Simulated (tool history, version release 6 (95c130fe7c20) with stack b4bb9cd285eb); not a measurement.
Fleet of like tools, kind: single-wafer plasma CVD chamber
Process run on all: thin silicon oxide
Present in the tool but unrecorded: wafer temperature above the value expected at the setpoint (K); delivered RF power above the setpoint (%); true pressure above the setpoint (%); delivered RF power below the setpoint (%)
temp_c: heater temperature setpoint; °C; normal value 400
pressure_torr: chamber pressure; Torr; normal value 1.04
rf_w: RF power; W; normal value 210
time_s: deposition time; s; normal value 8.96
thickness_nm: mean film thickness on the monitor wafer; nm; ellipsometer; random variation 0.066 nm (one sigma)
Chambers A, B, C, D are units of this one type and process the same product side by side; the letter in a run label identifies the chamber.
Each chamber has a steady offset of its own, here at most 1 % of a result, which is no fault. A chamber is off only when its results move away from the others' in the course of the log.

| run | hour | temp_c | pressure_torr | rf_w | time_s | hours since the last thermocouple change | hours since the last RF generator calibration | hours since the last manometer calibration | read-back reference wafer on the same gauge, thickness_nm | thickness_nm |
|---|---|---|---|---|---|---|---|---|---|---|
| 1C | 5.7 | 400 | 1.04 | 210 | 8.96 | 299.6 | 625.1 | 1581.6 | 20.089 | 17.226 |
| 2A | 11.1 | 400 | 1.04 | 210 | 8.96 | 1180.7 | 120.4 | 1177.5 | 20.079 | 17.307 |
| 3B | 17.4 | 400 | 1.04 | 210 | 8.96 | 1374.9 | 253.9 | 1297.8 | 20.092 | 17.318 |
| 4D | 24.1 | 400 | 1.04 | 210 | 8.96 | 252.4 | 1118.4 | 1331.9 | 20.091 | 17.428 |
| 5B | 31.3 | 400 | 1.04 | 210 | 8.96 | 1388.8 | 267.8 | 1311.7 | 20.102 | 17.336 |
| 6C | 35.2 | 400 | 1.04 | 210 | 8.96 | 329.1 | 654.6 | 1611.1 | 20.098 | 17.218 |
| 7A | 42.6 | 400 | 1.04 | 210 | 8.96 | 1212.2 | 151.9 | 1209.0 | 20.107 | 17.268 |
| 8D | 49.5 | 400 | 1.04 | 210 | 8.96 | 277.8 | 1143.8 | 1357.3 | 20.104 | 17.422 |
| 9C | 55.4 | 400 | 1.04 | 210 | 8.96 | 349.3 | 674.8 | 1631.3 | 20.127 | 17.109 |
| 10B | 58.9 | 400 | 1.04 | 210 | 8.96 | 1416.4 | 295.4 | 1339.3 | 20.111 | 17.506 |
| 11A | 63.5 | 400 | 1.04 | 210 | 8.96 | 1233.1 | 172.8 | 1229.9 | 20.092 | 17.300 |
| 12D | 68.0 | 400 | 1.04 | 210 | 8.96 | 296.3 | 1162.3 | 1375.8 | 20.115 | 17.459 |
| 13D | 75.8 | 400 | 1.04 | 210 | 8.96 | 304.1 | 1170.1 | 1383.6 | 20.095 | 17.513 |
| 14C | 79.2 | 400 | 1.04 | 210 | 8.96 | 373.1 | 698.6 | 1655.1 | 20.102 | 16.878 |
| 15B | 83.0 | 407 | 1.04 | 250 | 8.96 | 1440.5 | 319.5 | 1363.4 | 20.106 | 18.842 |
| 16A | 87.1 | 407 | 1.04 | 250 | 8.96 | 1256.7 | 196.4 | 1253.5 | 20.121 | 18.649 |
| 17B | 94.5 | 407 | 1.04 | 250 | 8.96 | 1452.0 | 331.0 | 1374.9 | 20.097 | 18.851 |
| 18C | 100.5 | 407 | 1.04 | 250 | 8.96 | 394.4 | 719.9 | 1676.4 | 20.093 | 18.210 |
| 19A | 104.8 | 400 | 0.87 | 210 | 8.96 | 1274.4 | 214.1 | 1271.2 | 20.095 | 14.927 |
| 20D | 112.5 | 400 | 0.87 | 210 | 8.96 | 340.8 | 1206.8 | 1420.3 | 20.097 | 15.183 |
| 21D | 117.7 | 400 | 0.87 | 210 | 8.96 | 346.0 | 1212.0 | 1425.5 | 20.093 | 15.163 |
| 22C | 122.5 | 400 | 0.87 | 210 | 8.96 | 416.4 | 741.9 | 1698.4 | 20.107 | 14.475 |
| 23A | 130.2 | 400 | 1.04 | 210 | 8.96 | 1299.8 | 239.5 | 1296.6 | 20.104 | 17.379 |
| 24B | 135.9 | 400 | 1.04 | 210 | 8.96 | 1493.4 | 372.4 | 1416.3 | 20.097 | 17.354 |
| 25B | 143.0 | 400 | 1.04 | 210 | 8.96 | 1500.5 | 379.5 | 1423.4 | 20.109 | 17.359 |

Does one chamber stand apart from the rest, does the shared gauge drift, or is all well apart from small per-chamber offsets? Give the chamber and the most likely cause, where there is one.

It is chamber C that slowly wanders off from its peers.
Cause: delivered RF power below the setpoint (%) = 7.2.
It could be hard to tell apart here from: true pressure below the setpoint (%).

Which of the 4 candidates below, each the usual settings with something changed and its results left as question marks, puts chamber C back in line with what the other chambers give on the usual settings?
In line means no further than this from the other chambers' mean on the usual settings: thickness_nm 0.230 nm
| 26C-1 | 148.6 | 400 | 1.07 | 210 | 9.20 |  |  |  |  | ? |
| 26C-2 | 148.6 | 400 | 1.04 | 205 | 8.96 |  |  |  |  | ? |
| 26C-3 | 148.6 | 400 | 0.99 | 205 | 8.96 |  |  |  |  | ? |
| 26C-4 | 148.6 | 400 | 1.05 | 210 | 9.02 |  |  |  |  | ? |

Mean of the other chambers on the usual settings: thickness_nm 17.373 nm
| run | thickness_nm |
|---|---|
| 26C-1 | 17.341 |
| 26C-2 | 16.367 |
| 26C-3 | 15.833 |
| 26C-4 | 16.788 |
26C-1 puts the chamber back in line with the other chambers.
